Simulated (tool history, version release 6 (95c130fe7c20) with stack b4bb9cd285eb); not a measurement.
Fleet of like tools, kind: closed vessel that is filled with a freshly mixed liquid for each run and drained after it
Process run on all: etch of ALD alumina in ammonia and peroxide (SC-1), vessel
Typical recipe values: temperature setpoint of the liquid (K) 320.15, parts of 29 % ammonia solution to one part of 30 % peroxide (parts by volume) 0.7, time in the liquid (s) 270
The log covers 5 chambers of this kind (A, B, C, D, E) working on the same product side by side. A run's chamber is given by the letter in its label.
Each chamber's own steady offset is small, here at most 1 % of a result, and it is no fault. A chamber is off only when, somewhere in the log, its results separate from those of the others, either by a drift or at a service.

run   hour  temperature setpoint of the liquid (K)  parts of 29 % ammonia solution to one part of 30 % peroxide (parts by volume)  time in the liquid (s)  hours since the thermometer was replaced  hours since the ammonia flow meter was replaced  hours since the drum of ammonia solution was connected  read-back film thickness of the ALD alumina reference wafer, read on the same gauge (nm)  thickness taken off the ALD alumina on a monitor wafer (nm)
 1D   11.4                                  320.15                                                                            0.7                     270                                     781.4                                            301.4                                                   213.4                                                                                    70.040                                                       8.2588
 2E   21.1                                  320.15                                                                            0.7                     270                                     976.8                                            452.5                                                   268.9                                                                                    69.968                                                       8.2016
 3A   28.2                                  320.15                                                                            0.7                     270                                     568.0                                            323.0                                                   142.3                                                                                    69.973                                                       8.1753
 4C   36.3                                  320.15                                                                            0.7                     270                                    2303.4                                            352.8                                                   200.8                                                                                    70.005                                                       8.2029
 5B   46.7                                  320.15                                                                            0.7                     270                                    1315.6                                           1668.3                                                   134.0                                                                                    69.982                                                       8.2383
      52.3  -- chamber B: ammonia flow meter replaced
 6C   58.6                                  320.15                                                                            0.7                     270                                    2325.7                                            375.1                                                   223.1                                                                                    69.986                                                       8.1907
 7B   70.6                                  320.15                                                                            0.7                     270                                    1339.5                                             18.4                                                   157.9                                                                                    70.021                                                       8.2498
 8D   81.3                                  320.15                                                                            0.7                     270                                     851.3                                            371.3                                                   283.3                                                                                    69.957                                                       8.2307
 9A   93.5                                  320.15                                                                            0.7                     270                                     633.3                                            388.3                                                   207.6                                                                                    69.988                                                       8.2100
10E  102.0                                  320.15                                                                            0.7                     205                                    1057.7                                            533.4                                                   349.8                                                                                    69.964                                                       6.1961
11A  111.3                                  320.15                                                                            0.7                     205                                     651.1                                            406.1                                                   225.4                                                                                    70.000                                                       6.2314
12C  117.8                                  320.15                                                                            0.7                     205                                    2384.9                                            434.3                                                   282.3                                                                                    70.027                                                       6.2780
13D  124.9                                  320.15                                                                            0.7                     205                                     894.9                                            414.9                                                   326.9                                                                                    69.987                                                       6.2933
14E  133.5                                  320.15                                                                            0.7                     205                                    1089.2                                            564.9                                                   381.3                                                                                    69.993                                                       6.1993
15B  141.7                                  320.15                                                                            0.7                     270                                    1410.6                                             89.5                                                   229.0                                                                                    70.044                                                       8.2039
16C  154.8                                  320.15                                                                            0.7                     270                                    2421.9                                            471.3                                                   319.3                                                                                    70.004                                                       8.2573
17E  168.0                                  311.65                                                                            0.7                     170                                    1123.7                                            599.4                                                   415.8                                                                                    70.017                                                       3.1393
18A  176.3                                  311.65                                                                            0.7                     170                                     716.1                                            471.1                                                   290.4                                                                                    69.986                                                       3.2050
19D  185.7                                  311.65                                                                            0.7                     170                                     955.7                                            475.7                                                   387.7                                                                                    70.002                                                       3.1539
     185.8  -- chamber A: new drum of ammonia solution connected
20B  193.5                                  311.65                                                                            0.7                     170                                    1462.4                                            141.3                                                   280.8                                                                                    69.992                                                       3.1813
21A  205.7                                  311.65                                                                            0.7                     170                                     745.5                                            500.5                                                    20.0                                                                                    69.982                                                       3.2413
     214.0  -- chamber C: new drum of ammonia solution connected
22B  214.7                                  320.15                                                                            0.7                     270                                    1483.6                                            162.5                                                   302.0                                                                                    70.035                                                       8.1944
23E  221.2                                  320.15                                                                            0.7                     270                                    1176.9                                            652.6                                                   469.0                                                                                    70.019                                                       8.1777
     221.6  -- chamber B: new drum of ammonia solution connected
24C  233.6                                  320.15                                                                            0.7                     115                                    2500.7                                            550.1                                                    19.7                                                                                    69.943                                                       3.4981
25D  243.9                                  320.15                                                                            0.7                     115                                    1013.9                                            533.9                                                   445.9                                                                                    70.019                                                       3.5183
26C  251.1                                  320.15                                                                            0.7                     115                                    2518.2                                            567.6                                                    37.2                                                                                    70.023                                                       3.4994
27D  263.2                                  320.15                                                                            0.7                     115                                    1033.2                                            553.2                                                   465.2                                                                                    70.039                                                       3.5136
28E  269.3                                  320.15                                                                            0.7                     115                                    1225.0                                            700.7                                                   517.1                                                                                    69.977                                                       3.4795
29A  282.0                                  320.15                                                                            0.7                     270                                     821.8                                            576.8                                                    96.3                                                                                    69.975                                                       8.4396
30B  292.5                                  320.15                                                                            0.7                     270                                    1561.4                                            240.3                                                    70.9                                                                                    70.013                                                       8.2506
     297.3  -- chamber B: thermometer replaced
31B  300.8                                  320.15                                                                            0.7                     150                                       3.5                                            248.6                                                    79.2                                                                                    69.959                                                       4.5294
32E  314.2                                  320.15                                                                            0.7                     150                                    1269.9                                            745.6                                                   562.0                                                                                    69.972                                                       4.5370
33A  325.1                                  320.15                                                                            0.7                     150                                     864.9                                            619.9                                                   139.4                                                                                    70.002                                                       4.7263
34D  331.3                                  320.15                                                                            0.7                     150                                    1101.3                                            621.3                                                   533.3                                                                                    69.958                                                       4.5652
35C  341.9                                  320.15                                                                            0.7                     150                                    2609.0                                            658.4                                                   128.0                                                                                    70.027                                                       4.5739
36D  353.7                                  320.15                                                                            0.7                     270                                    1123.7                                            643.7                                                   555.7                                                                                    69.984                                                       8.2587
37E  362.4                                  320.15                                                                            0.7                     270                                    1318.1                                            793.8                                                   610.2                                                                                    70.007                                                       8.1764
38C  376.4                                  320.15                                                                            0.7                     270                                    2643.5                                            692.9                                                   162.5                                                                                    69.953                                                       8.1861
39A  385.0                                  320.15                                                                            0.7                     270                                     924.8                                            679.8                                                   199.3                                                                                    70.014                                                       8.5595

Predict what each chamber gives when all 5 of them run the settings below next.
40A  395.1                                  320.15                                                                            0.7                     270                                                                                                                                                                                                                                                                                                         ?
40B  395.1                                  320.15                                                                            0.7                     270                                                                                                                                                                                                                                                                                                         ?
40C  395.1                                  320.15                                                                            0.7                     270                                                                                                                                                                                                                                                                                                         ?
40D  395.1                                  320.15                                                                            0.7                     270                                                                                                                                                                                                                                                                                                         ?
40E  395.1                                  320.15                                                                            0.7                     270                                                                                                                                                                                                                                                                                                         ?

run  thickness taken off the ALD alumina on a monitor wafer (nm)
40A                                                       8.5665
40B                                                       8.2379
40C                                                       8.2592
40D                                                       8.2352
40E                                                       8.1608
